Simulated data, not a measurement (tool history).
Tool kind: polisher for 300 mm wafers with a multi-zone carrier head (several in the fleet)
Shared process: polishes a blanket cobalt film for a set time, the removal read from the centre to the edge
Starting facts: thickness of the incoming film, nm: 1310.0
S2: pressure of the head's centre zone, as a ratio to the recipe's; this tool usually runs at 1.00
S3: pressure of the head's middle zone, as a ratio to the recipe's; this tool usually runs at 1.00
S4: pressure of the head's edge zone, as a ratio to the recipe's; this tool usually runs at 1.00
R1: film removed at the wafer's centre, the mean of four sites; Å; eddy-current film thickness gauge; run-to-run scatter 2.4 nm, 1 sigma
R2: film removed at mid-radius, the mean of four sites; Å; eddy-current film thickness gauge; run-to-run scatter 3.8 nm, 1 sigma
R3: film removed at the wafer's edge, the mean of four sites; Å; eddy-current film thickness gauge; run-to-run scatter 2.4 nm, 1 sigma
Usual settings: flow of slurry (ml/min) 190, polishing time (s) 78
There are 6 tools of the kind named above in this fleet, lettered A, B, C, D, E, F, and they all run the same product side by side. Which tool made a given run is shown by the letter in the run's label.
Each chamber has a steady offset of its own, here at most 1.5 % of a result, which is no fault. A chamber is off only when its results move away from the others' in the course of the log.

{"hour": 3.8, "done": "chamber B: worn pad replaced by a new one"}
{"run": "1B", "hour": 6.6, "flow of slurry (ml/min)": 190, "S2": 1.0, "S3": 1.0, "S4": 1.0, "polishing time (s)": 78, "R1": 3375.2, "R2": 3419.1, "R3": 3432.2}
{"hour": 11.9, "done": "chamber B: centre zone pressure recalibrated"}
{"hour": 13.2, "done": "chamber E: slurry nozzle cleaned"}
{"hour": 19.4, "done": "chamber E: worn pad replaced by a new one"}
{"run": "2D", "hour": 19.6, "flow of slurry (ml/min)": 190, "S2": 1.0, "S3": 1.0, "S4": 1.0, "polishing time (s)": 78, "R1": 3388.0, "R2": 3397.7, "R3": 3358.2}
{"hour": 23.0, "done": "chamber C: worn pad replaced by a new one"}
{"run": "3F", "hour": 31.9, "flow of slurry (ml/min)": 190, "S2": 1.0, "S3": 1.0, "S4": 1.0, "polishing time (s)": 78, "R1": 3450.4, "R2": 3365.5, "R3": 3373.3}
{"run": "4E", "hour": 39.1, "flow of slurry (ml/min)": 190, "S2": 1.0, "S3": 1.0, "S4": 1.0, "polishing time (s)": 78, "R1": 3450.7, "R2": 3397.1, "R3": 3409.3}
{"hour": 39.2, "done": "chamber F: centre zone pressure recalibrated"}
{"hour": 46.2, "done": "chamber C: centre zone pressure recalibrated"}
{"run": "5A", "hour": 46.5, "flow of slurry (ml/min)": 190, "S2": 1.0, "S3": 1.0, "S4": 1.0, "polishing time (s)": 78, "R1": 3410.8, "R2": 3371.7, "R3": 3401.7}
{"run": "6C", "hour": 53.5, "flow of slurry (ml/min)": 190, "S2": 1.0, "S3": 1.0, "S4": 1.0, "polishing time (s)": 78, "R1": 3420.4, "R2": 3315.9, "R3": 3397.3}
{"run": "7C", "hour": 61.1, "flow of slurry (ml/min)": 190, "S2": 1.0, "S3": 1.0, "S4": 1.0, "polishing time (s)": 78, "R1": 3390.4, "R2": 3356.0, "R3": 3409.1}
{"run": "8D", "hour": 68.7, "flow of slurry (ml/min)": 190, "S2": 1.0, "S3": 1.0, "S4": 1.0, "polishing time (s)": 78, "R1": 3394.9, "R2": 3346.1, "R3": 3365.0}
{"run": "9E", "hour": 77.2, "flow of slurry (ml/min)": 190, "S2": 1.0, "S3": 1.08, "S4": 1.0, "polishing time (s)": 99, "R1": 4391.7, "R2": 4620.6, "R3": 4324.5}
{"hour": 80.6, "done": "chamber D: worn pad replaced by a new one"}
{"hour": 81.8, "done": "chamber A: worn pad replaced by a new one"}
{"run": "10B", "hour": 87.8, "flow of slurry (ml/min)": 190, "S2": 1.0, "S3": 1.08, "S4": 1.0, "polishing time (s)": 99, "R1": 4304.3, "R2": 4552.6, "R3": 4309.9}
{"hour": 87.9, "done": "chamber E: edge zone pressure recalibrated"}
{"run": "11F", "hour": 95.9, "flow of slurry (ml/min)": 190, "S2": 1.0, "S3": 1.08, "S4": 1.0, "polishing time (s)": 99, "R1": 4347.3, "R2": 4680.2, "R3": 4230.9}
{"hour": 98.1, "done": "chamber B: slurry nozzle cleaned"}
{"run": "12A", "hour": 106.0, "flow of slurry (ml/min)": 190, "S2": 1.0, "S3": 1.08, "S4": 1.0, "polishing time (s)": 99, "R1": 4294.4, "R2": 4543.5, "R3": 4367.8}
{"hour": 108.4, "done": "chamber E: worn pad replaced by a new one"}
{"run": "13E", "hour": 116.5, "flow of slurry (ml/min)": 190, "S2": 1.0, "S3": 1.08, "S4": 1.0, "polishing time (s)": 99, "R1": 4375.5, "R2": 4659.2, "R3": 4324.0}
{"run": "14F", "hour": 123.5, "flow of slurry (ml/min)": 190, "S2": 1.0, "S3": 1.08, "S4": 1.0, "polishing time (s)": 99, "R1": 4306.0, "R2": 4668.4, "R3": 4316.0}
{"run": "15A", "hour": 132.9, "flow of slurry (ml/min)": 190, "S2": 1.0, "S3": 1.0, "S4": 1.0, "polishing time (s)": 78, "R1": 3418.0, "R2": 3318.4, "R3": 3464.6}
{"hour": 135.3, "done": "chamber A: centre zone pressure recalibrated"}
{"hour": 143.0, "done": "chamber B: worn pad replaced by a new one"}
{"run": "16C", "hour": 143.0, "flow of slurry (ml/min)": 190, "S2": 1.0, "S3": 1.0, "S4": 1.0, "polishing time (s)": 78, "R1": 3420.2, "R2": 3445.2, "R3": 3353.4}
{"run": "17B", "hour": 155.6, "flow of slurry (ml/min)": 230, "S2": 1.0, "S3": 1.0, "S4": 1.0, "polishing time (s)": 78, "R1": 3485.5, "R2": 3492.6, "R3": 3477.9}
{"run": "18D", "hour": 164.1, "flow of slurry (ml/min)": 230, "S2": 1.0, "S3": 1.0, "S4": 1.0, "polishing time (s)": 78, "R1": 3558.4, "R2": 3470.2, "R3": 3473.3}
{"hour": 165.4, "done": "chamber C: worn pad replaced by a new one"}
{"run": "19F", "hour": 174.7, "flow of slurry (ml/min)": 230, "S2": 1.0, "S3": 1.0, "S4": 1.0, "polishing time (s)": 78, "R1": 3503.8, "R2": 3493.0, "R3": 3382.2}
{"hour": 182.0, "done": "chamber A: worn pad replaced by a new one"}
{"run": "20D", "hour": 187.3, "flow of slurry (ml/min)": 230, "S2": 1.0, "S3": 1.0, "S4": 1.0, "polishing time (s)": 78, "R1": 3544.4, "R2": 3433.1, "R3": 3450.7}
{"hour": 195.9, "done": "chamber E: worn pad replaced by a new one"}
{"run": "21E", "hour": 198.5, "flow of slurry (ml/min)": 230, "S2": 1.0, "S3": 1.0, "S4": 1.0, "polishing time (s)": 78, "R1": 3594.2, "R2": 3526.0, "R3": 3528.6}
{"hour": 204.2, "done": "chamber A: edge zone pressure recalibrated"}
{"hour": 204.4, "done": "chamber D: worn pad replaced by a new one"}
{"run": "22A", "hour": 209.1, "flow of slurry (ml/min)": 230, "S2": 1.0, "S3": 1.0, "S4": 1.0, "polishing time (s)": 78, "R1": 3465.3, "R2": 3510.3, "R3": 3563.2}
{"run": "23B", "hour": 215.5, "flow of slurry (ml/min)": 190, "S2": 1.0, "S3": 1.0, "S4": 1.0, "polishing time (s)": 78, "R1": 3410.0, "R2": 3369.2, "R3": 3384.8}
{"run": "24C", "hour": 226.5, "flow of slurry (ml/min)": 190, "S2": 0.92, "S3": 1.0, "S4": 0.96, "polishing time (s)": 78, "R1": 3115.5, "R2": 3398.3, "R3": 3300.0}
{"run": "25F", "hour": 239.1, "flow of slurry (ml/min)": 190, "S2": 0.92, "S3": 1.0, "S4": 0.96, "polishing time (s)": 78, "R1": 3061.8, "R2": 3254.8, "R3": 3186.2}
{"run": "26A", "hour": 250.5, "flow of slurry (ml/min)": 190, "S2": 0.92, "S3": 1.0, "S4": 0.96, "polishing time (s)": 78, "R1": 3094.8, "R2": 3347.9, "R3": 3347.3}
{"run": "27C", "hour": 262.3, "flow of slurry (ml/min)": 190, "S2": 0.92, "S3": 1.0, "S4": 0.96, "polishing time (s)": 78, "R1": 3129.8, "R2": 3422.8, "R3": 3337.8}
{"hour": 266.3, "done": "chamber C: edge zone pressure recalibrated"}
{"run": "28D", "hour": 273.5, "flow of slurry (ml/min)": 190, "S2": 0.92, "S3": 1.0, "S4": 0.96, "polishing time (s)": 78, "R1": 3118.1, "R2": 3414.9, "R3": 3313.2}
{"hour": 278.6, "done": "chamber B: worn pad replaced by a new one"}
{"run": "29E", "hour": 281.1, "flow of slurry (ml/min)": 190, "S2": 0.92, "S3": 1.0, "S4": 0.96, "polishing time (s)": 78, "R1": 3118.2, "R2": 3431.9, "R3": 3358.0}
{"run": "30B", "hour": 289.3, "flow of slurry (ml/min)": 190, "S2": 1.0, "S3": 1.0, "S4": 1.0, "polishing time (s)": 78, "R1": 3395.2, "R2": 3346.8, "R3": 3404.6}
{"hour": 290.8, "done": "chamber E: worn pad replaced by a new one"}
{"hour": 292.5, "done": "chamber B: slurry nozzle cleaned"}
{"run": "31D", "hour": 297.7, "flow of slurry (ml/min)": 190, "S2": 1.0, "S3": 1.0, "S4": 1.0, "polishing time (s)": 78, "R1": 3466.2, "R2": 3308.3, "R3": 3361.5}
{"hour": 298.4, "done": "chamber A: worn pad replaced by a new one"}
{"hour": 299.7, "done": "chamber C: worn pad replaced by a new one"}
{"run": "32F", "hour": 308.8, "flow of slurry (ml/min)": 190, "S2": 1.0, "S3": 1.0, "S4": 1.0, "polishing time (s)": 78, "R1": 3299.9, "R2": 3259.6, "R3": 3241.5}
{"run": "33C", "hour": 315.4, "flow of slurry (ml/min)": 190, "S2": 1.0, "S3": 1.0, "S4": 1.0, "polishing time (s)": 78, "R1": 3408.9, "R2": 3385.0, "R3": 3428.2}
{"run": "34A", "hour": 327.5, "flow of slurry (ml/min)": 190, "S2": 1.0, "S3": 1.0, "S4": 1.0, "polishing time (s)": 78, "R1": 3406.8, "R2": 3352.4, "R3": 3432.3}
{"run": "35B", "hour": 334.4, "flow of slurry (ml/min)": 190, "S2": 0.95, "S3": 1.0, "S4": 1.0, "polishing time (s)": 78, "R1": 3207.2, "R2": 3413.3, "R3": 3435.8}
{"run": "36E", "hour": 346.9, "flow of slurry (ml/min)": 190, "S2": 0.95, "S3": 1.0, "S4": 1.0, "polishing time (s)": 78, "R1": 3206.9, "R2": 3468.2, "R3": 3431.0}
{"run": "37B", "hour": 355.2, "flow of slurry (ml/min)": 190, "S2": 0.95, "S3": 1.0, "S4": 1.0, "polishing time (s)": 78, "R1": 3201.5, "R2": 3378.4, "R3": 3385.9}
{"run": "38E", "hour": 360.9, "flow of slurry (ml/min)": 190, "S2": 0.95, "S3": 1.0, "S4": 1.0, "polishing time (s)": 78, "R1": 3259.4, "R2": 3438.9, "R3": 3482.9}
{"run": "39F", "hour": 373.0, "flow of slurry (ml/min)": 190, "S2": 0.95, "S3": 1.0, "S4": 1.0, "polishing time (s)": 78, "R1": 3024.9, "R2": 3229.2, "R3": 3215.3}

For the next run the whole fleet of 6 chambers uses the same settings. Give each chamber's results:
{"run": "40A", "hour": 382.3, "flow of slurry (ml/min)": 190, "S2": 1.11, "S3": 1.0, "S4": 1.0, "polishing time (s)": 78, "R1": "?", "R2": "?", "R3": "?"}
{"run": "40B", "hour": 382.3, "flow of slurry (ml/min)": 190, "S2": 1.11, "S3": 1.0, "S4": 1.0, "polishing time (s)": 78, "R1": "?", "R2": "?", "R3": "?"}
{"run": "40C", "hour": 382.3, "flow of slurry (ml/min)": 190, "S2": 1.11, "S3": 1.0, "S4": 1.0, "polishing time (s)": 78, "R1": "?", "R2": "?", "R3": "?"}
{"run": "40D", "hour": 382.3, "flow of slurry (ml/min)": 190, "S2": 1.11, "S3": 1.0, "S4": 1.0, "polishing time (s)": 78, "R1": "?", "R2": "?", "R3": "?"}
{"run": "40E", "hour": 382.3, "flow of slurry (ml/min)": 190, "S2": 1.11, "S3": 1.0, "S4": 1.0, "polishing time (s)": 78, "R1": "?", "R2": "?", "R3": "?"}
{"run": "40F", "hour": 382.3, "flow of slurry (ml/min)": 190, "S2": 1.11, "S3": 1.0, "S4": 1.0, "polishing time (s)": 78, "R1": "?", "R2": "?", "R3": "?"}

run=40A R1=3828.8 R2=3373.2 R3=3473.9
run=40B R1=3799.6 R2=3339.8 R3=3403.9
run=40C R1=3775.3 R2=3469.3 R3=3373.7
run=40D R1=3800.6 R2=3360.6 R3=3355.7
run=40E R1=3815.9 R2=3399.7 R3=3498.0
run=40F R1=3602.1 R2=3245.8 R3=3200.0
